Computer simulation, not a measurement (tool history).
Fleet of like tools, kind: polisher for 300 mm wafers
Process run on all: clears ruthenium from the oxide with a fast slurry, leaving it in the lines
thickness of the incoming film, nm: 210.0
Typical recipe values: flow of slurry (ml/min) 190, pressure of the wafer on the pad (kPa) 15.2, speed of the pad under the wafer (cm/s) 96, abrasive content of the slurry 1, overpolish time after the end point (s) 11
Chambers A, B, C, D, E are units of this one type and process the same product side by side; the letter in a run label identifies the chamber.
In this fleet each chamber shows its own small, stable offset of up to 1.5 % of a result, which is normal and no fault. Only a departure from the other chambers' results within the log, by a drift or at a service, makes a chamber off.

run	hour	flow of slurry (ml/min)	pressure of the wafer on the pad (kPa)	speed of the pad under the wafer (cm/s)	abrasive content of the slurry	overpolish time after the end point (s)	wafers polished on this pad	hours since the slurry nozzle was cleaned	hours since the head pressure was calibrated	hours since the slurry blender was calibrated	time until the end point was called (s)	dishing of a wide line in a test structure (nm)
# hour 0.6: chamber B: worn pad replaced by a new one
# hour 11.4: chamber B: head pressure recalibrated
1C	15	190	15.2	96	1	11	1029	238.5	954.5	58.7	62.077	29.355
# hour 17.4: chamber E: slurry nozzle cleaned
2E	29	190	15.2	96	1	11	280	11.7	1579.4	286.4	60.698	30.555
# hour 31.6: chamber C: worn pad replaced by a new one
3B	40.3	190	15.2	96	1	11	381	342.8	29	134.6	61.621	30.098
# hour 41.1: chamber E: head pressure recalibrated
4D	48.4	190	15.2	96	1	11	535	320.3	476.1	520.5	62.051	30.009
# hour 52.8: chamber A: worn pad replaced by a new one
# hour 58.1: chamber D: slurry blender recalibrated
5A	59.3	190	15.2	96	1	11	62	237.5	581.7	108	62.763	30.091
6C	69.2	190	15.2	96	1	11	361	292.7	1008.7	112.9	63.055	29.065
7A	80.3	190	15.2	96	1	11	264	258.5	602.7	129	61.857	29.05
# hour 82.2: chamber D: worn pad replaced by a new one
# hour 85.4: chamber B: worn pad replaced by a new one
# hour 87.8: chamber B: slurry nozzle cleaned
8B	89.5	190	15.2	96	1	11	39	1.8	78.2	183.8	60.95	29.433
# hour 90.8: chamber A: slurry nozzle cleaned
9E	102.6	190	17.2	96	1	11	987	85.3	61.5	360	54.023	34.496
# hour 113.2: chamber A: head pressure recalibrated
10D	113.4	190	17.2	96	1	11	300	385.3	541.1	55.4	55.016	32.877
# hour 116.2: chamber E: worn pad replaced by a new one
# hour 117.5: chamber E: slurry blender recalibrated
# hour 119: chamber D: head pressure recalibrated
11E	122.5	190	17.2	96	1	11	61	105.2	81.4	5	53.896	33.507
# hour 130.1: chamber D: slurry nozzle cleaned
# hour 131: chamber C: head pressure recalibrated
# hour 134.8: chamber C: worn pad replaced by a new one
# hour 137.7: chamber A: worn pad replaced by a new one
12D	138.7	190	17.2	96	1	11	543	8.6	19.7	80.7	55.556	33.01
13A	148.3	190	17.2	96	1	11	101	57.5	35.1	197	54.369	33.007
# hour 152: chamber D: worn pad replaced by a new one
14B	160.5	190	15.2	96	1	11	721	72.8	149.2	254.8	62.164	29.499
15C	172.2	190	15.2	96	1	11	360	395.7	41.2	215.9	61.273	30.086
# hour 181.4: chamber B: worn pad replaced by a new one
16D	185.3	190	15.2	72	1	8	319	55.2	66.3	127.3	83.663	17.545
17E	201	190	15.2	72	1	8	815	183.7	159.9	83.5	81.212	17.71
# hour 203.3: chamber C: slurry blender recalibrated
18A	209.9	190	15.2	72	1	8	693	119.1	96.7	258.6	82.875	17.318
# hour 222.2: chamber D: worn pad replaced by a new one
# hour 223.6: chamber A: worn pad replaced by a new one
19B	226.3	190	15.2	72	1	8	431	138.6	215	320.6	86.117	16.834
# hour 235.9: chamber E: worn pad replaced by a new one
20C	237.2	190	15.2	72	1	8	984	460.7	106.2	33.9	82.058	17.325
# hour 238.1: chamber C: worn pad replaced by a new one
21D	249.4	190	15.2	96	1	11	261	119.3	130.4	191.4	60.349	29.958
22E	257.1	190	15.2	96	1	11	204	239.8	216	139.6	62.607	30.908
23B	272.8	190	15.2	96	1	11	877	185.1	261.5	367.1	63.37	28.572
24A	283.9	190	15.2	96	1	11	579	193.1	170.7	332.6	60.75	29.776
# hour 284.5: chamber B: worn pad replaced by a new one
# hour 295.3: chamber D: worn pad replaced by a new one
# hour 296.2: chamber A: worn pad replaced by a new one
25C	297.2	190	12.4	96	1	11	568	520.7	166.2	93.9	74.511	24.676
26C	309.3	190	12.4	96	1	11	684	532.8	178.3	106	75.531	24.433
27A	317.6	190	12.4	96	1	11	205	226.8	204.4	366.3	76.484	25.447
28D	329.9	190	12.4	96	1	11	332	199.8	210.9	271.9	74.947	25.329
29B	340.7	190	12.4	96	1	11	540	253	329.4	435	81.812	23.326
# hour 345.9: chamber E: worn pad replaced by a new one
30E	351.7	190	15.2	96	1	11	56	334.4	310.6	234.2	61.427	30.056
31C	362	190	15.2	96	0.85	8	1190	585.5	231	158.7	65.281	20.68
32B	371.8	190	15.2	96	0.85	8	838	284.1	360.5	466.1	71.85	19.288
# hour 375.3: chamber A: worn pad replaced by a new one
33A	386.8	190	15.2	96	0.85	8	111	296	273.6	435.5	67.44	21.317

One chamber off, gauge drift, or nothing amiss beyond the chambers' own small offsets? If it is a chamber, which one, and what is the likeliest cause?

Little by little, chamber B moves away from the other chambers.
Likeliest cause: abrasive missing from the slurry, % = 18.3.
It could be hard to tell apart here from: slurry flow missing at the pad, %; head's pressure below its setpoint, %.

Chamber B could run next with any of the 4 candidate recipes listed below; each alters the usual settings, and their results appear as question marks. Which one brings its results back in line with what the other chambers deliver on the usual settings?
Allowed miss from the other chambers' usual-settings mean, per result, to count as in line: time until the end point was called (s) 2.8; dishing of a wide line in a test structure (nm) 1.4
34B-1	398.6	190	15.9	100	1	11					?	?
34B-2	398.6	190	16.5	102	1.05	11					?	?
34B-3	398.6	190	13.8	90	1	11					?	?
34B-4	398.6	190	14.5	92	1	11					?	?

What the other chambers average on the usual settings: time until the end point was called (s) 62.26; dishing of a wide line in a test structure (nm) 29.859
run	time until the end point was called (s)	dishing of a wide line in a test structure (nm)
34B-1	61.769	29.816
34B-2	56.678	32.145
34B-3	78.796	23.992
34B-4	73.443	25.562
34B-1 is the one that brings the chamber's results back in line with the other chambers.
